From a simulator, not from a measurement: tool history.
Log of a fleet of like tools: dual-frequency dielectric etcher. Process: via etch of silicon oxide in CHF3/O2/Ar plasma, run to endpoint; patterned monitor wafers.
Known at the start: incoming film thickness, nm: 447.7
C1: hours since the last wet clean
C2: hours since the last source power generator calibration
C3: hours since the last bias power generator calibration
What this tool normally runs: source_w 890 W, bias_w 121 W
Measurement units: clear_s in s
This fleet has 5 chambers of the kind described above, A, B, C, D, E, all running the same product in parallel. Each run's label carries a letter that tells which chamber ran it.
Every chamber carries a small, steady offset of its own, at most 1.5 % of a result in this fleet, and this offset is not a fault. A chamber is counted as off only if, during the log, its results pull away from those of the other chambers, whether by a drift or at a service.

{"run": "1C", "day": 0.379, "source_w": 890, "bias_w": 121, "C1": 154.2, "C2": 2874.7, "C3": 2609.4, "clear_s": 217.86}
{"run": "2E", "day": 0.583, "source_w": 890, "bias_w": 121, "C1": 128.5, "C2": 1125.3, "C3": 1684.4, "clear_s": 222.23}
{"run": "3A", "day": 0.904, "source_w": 890, "bias_w": 121, "C1": 146.4, "C2": 2316.8, "C3": 2093.1, "clear_s": 220.02}
{"run": "4B", "day": 1.171, "source_w": 890, "bias_w": 121, "C1": 534.9, "C2": 3270.7, "C3": 1168.4, "clear_s": 222.94}
{"run": "5D", "day": 1.475, "source_w": 1050, "bias_w": 131, "C1": 90.9, "C2": 2685.6, "C3": 3226.3, "clear_s": 200}
{"run": "6B", "day": 1.762, "source_w": 1050, "bias_w": 131, "C1": 549.1, "C2": 3284.9, "C3": 1182.6, "clear_s": 204.6}
{"run": "7C", "day": 2.004, "source_w": 1050, "bias_w": 131, "C1": 193.2, "C2": 2913.7, "C3": 2648.4, "clear_s": 199.33}
{"run": "8D", "day": 2.204, "source_w": 1050, "bias_w": 131, "C1": 108.4, "C2": 2703.1, "C3": 3243.8, "clear_s": 201.93}
{"run": "9A", "day": 2.512, "source_w": 1050, "bias_w": 131, "C1": 185, "C2": 2355.4, "C3": 2131.7, "clear_s": 201.23}
{"run": "10E", "day": 2.771, "source_w": 890, "bias_w": 121, "C1": 181, "C2": 1177.8, "C3": 1736.9, "clear_s": 222.04}
{"run": "11B", "day": 3.067, "source_w": 890, "bias_w": 121, "C1": 580.4, "C2": 3316.2, "C3": 1213.9, "clear_s": 227.51}
{"run": "12A", "day": 3.333, "source_w": 890, "bias_w": 121, "C1": 204.7, "C2": 2375.1, "C3": 2151.4, "clear_s": 224.1}
{"run": "13D", "day": 3.717, "source_w": 810, "bias_w": 104, "C1": 144.7, "C2": 2739.4, "C3": 3280.1, "clear_s": 236.9}
{"run": "14C", "day": 3.925, "source_w": 810, "bias_w": 104, "C1": 239.3, "C2": 2959.8, "C3": 2694.5, "clear_s": 239.51}
{"run": "15E", "day": 4.117, "source_w": 810, "bias_w": 104, "C1": 213.3, "C2": 1210.1, "C3": 1769.2, "clear_s": 240.68}
{"run": "16C", "day": 4.408, "source_w": 810, "bias_w": 104, "C1": 250.9, "C2": 2971.4, "C3": 2706.1, "clear_s": 237.76}
{"run": "17D", "day": 4.696, "source_w": 810, "bias_w": 104, "C1": 168.2, "C2": 2762.9, "C3": 3303.6, "clear_s": 239.1}
{"run": "18A", "day": 4.896, "source_w": 970, "bias_w": 108, "C1": 242.2, "C2": 2412.6, "C3": 2188.9, "clear_s": 221.47}
{"run": "19E", "day": 5.167, "source_w": 970, "bias_w": 108, "C1": 238.5, "C2": 1235.3, "C3": 1794.4, "clear_s": 220.62}
{"run": "20B", "day": 5.342, "source_w": 970, "bias_w": 108, "C1": 635, "C2": 3370.8, "C3": 1268.5, "clear_s": 223.12}
{"day": 5.429, "done": "chamber B: wet clean of the chamber"}
{"run": "21E", "day": 5.729, "source_w": 970, "bias_w": 108, "C1": 252, "C2": 1248.8, "C3": 1807.9, "clear_s": 223.02}
{"run": "22D", "day": 6.0, "source_w": 970, "bias_w": 108, "C1": 199.5, "C2": 2794.2, "C3": 3334.9, "clear_s": 216.79}
{"run": "23A", "day": 6.3, "source_w": 1030, "bias_w": 147, "C1": 275.9, "C2": 2446.3, "C3": 2222.6, "clear_s": 196.34}
{"run": "24C", "day": 6.683, "source_w": 1030, "bias_w": 147, "C1": 305.5, "C2": 3026, "C3": 2760.7, "clear_s": 194.64}
{"run": "25B", "day": 6.95, "source_w": 1030, "bias_w": 147, "C1": 36.5, "C2": 3409.4, "C3": 1307.1, "clear_s": 199.93}
{"run": "26E", "day": 7.167, "source_w": 1030, "bias_w": 147, "C1": 286.5, "C2": 1283.3, "C3": 1842.4, "clear_s": 197.45}
{"run": "27B", "day": 7.525, "source_w": 1030, "bias_w": 147, "C1": 50.3, "C2": 3423.2, "C3": 1320.9, "clear_s": 198.34}
{"run": "28A", "day": 7.883, "source_w": 890, "bias_w": 121, "C1": 313.9, "C2": 2484.3, "C3": 2260.6, "clear_s": 222.04}
{"run": "29C", "day": 8.075, "source_w": 890, "bias_w": 121, "C1": 338.9, "C2": 3059.4, "C3": 2794.1, "clear_s": 218.67}
{"run": "30D", "day": 8.433, "source_w": 890, "bias_w": 121, "C1": 257.9, "C2": 2852.6, "C3": 3393.3, "clear_s": 219.53}
{"run": "31D", "day": 8.821, "source_w": 890, "bias_w": 121, "C1": 267.2, "C2": 2861.9, "C3": 3402.6, "clear_s": 216.68}
{"run": "32C", "day": 9.104, "source_w": 890, "bias_w": 121, "C1": 363.6, "C2": 3084.1, "C3": 2818.8, "clear_s": 218.54}
{"run": "33B", "day": 9.288, "source_w": 890, "bias_w": 121, "C1": 92.6, "C2": 3465.5, "C3": 1363.2, "clear_s": 221.27}
{"run": "34E", "day": 9.504, "source_w": 890, "bias_w": 121, "C1": 342.6, "C2": 1339.4, "C3": 1898.5, "clear_s": 220.28}
{"run": "35A", "day": 9.908, "source_w": 890, "bias_w": 121, "C1": 362.5, "C2": 2532.9, "C3": 2309.2, "clear_s": 219.55}
{"run": "36D", "day": 10.154, "source_w": 890, "bias_w": 121, "C1": 299.2, "C2": 2893.9, "C3": 3434.6, "clear_s": 216.69}
{"run": "37C", "day": 10.379, "source_w": 890, "bias_w": 102, "C1": 394.2, "C2": 3114.7, "C3": 2849.4, "clear_s": 229.46}
{"run": "38B", "day": 10.738, "source_w": 890, "bias_w": 102, "C1": 127.4, "C2": 3500.3, "C3": 1398, "clear_s": 234.35}
{"run": "39A", "day": 11.075, "source_w": 890, "bias_w": 102, "C1": 390.5, "C2": 2560.9, "C3": 2337.2, "clear_s": 230.9}
{"run": "40E", "day": 11.3, "source_w": 890, "bias_w": 102, "C1": 385.7, "C2": 1382.5, "C3": 1941.6, "clear_s": 234.68}
{"run": "41C", "day": 11.529, "source_w": 890, "bias_w": 102, "C1": 421.8, "C2": 3142.3, "C3": 2877, "clear_s": 230.74}
{"run": "42D", "day": 11.85, "source_w": 890, "bias_w": 121, "C1": 339.9, "C2": 2934.6, "C3": 3475.3, "clear_s": 214.9}
{"run": "43E", "day": 12.179, "source_w": 890, "bias_w": 121, "C1": 406.8, "C2": 1403.6, "C3": 1962.7, "clear_s": 221.29}
{"run": "44A", "day": 12.362, "source_w": 890, "bias_w": 121, "C1": 421.4, "C2": 2591.8, "C3": 2368.1, "clear_s": 221.27}

Predict what each chamber gives when all 5 of them run the settings below next.
{"run": "45A", "day": 12.658, "source_w": 890, "bias_w": 121, "clear_s": "?"}
{"run": "45B", "day": 12.658, "source_w": 890, "bias_w": 121, "clear_s": "?"}
{"run": "45C", "day": 12.658, "source_w": 890, "bias_w": 121, "clear_s": "?"}
{"run": "45D", "day": 12.658, "source_w": 890, "bias_w": 121, "clear_s": "?"}
{"run": "45E", "day": 12.658, "source_w": 890, "bias_w": 121, "clear_s": "?"}

run=45A clear_s=222.15
run=45B clear_s=223.17
run=45C clear_s=219.12
run=45D clear_s=217.21
run=45E clear_s=220.18
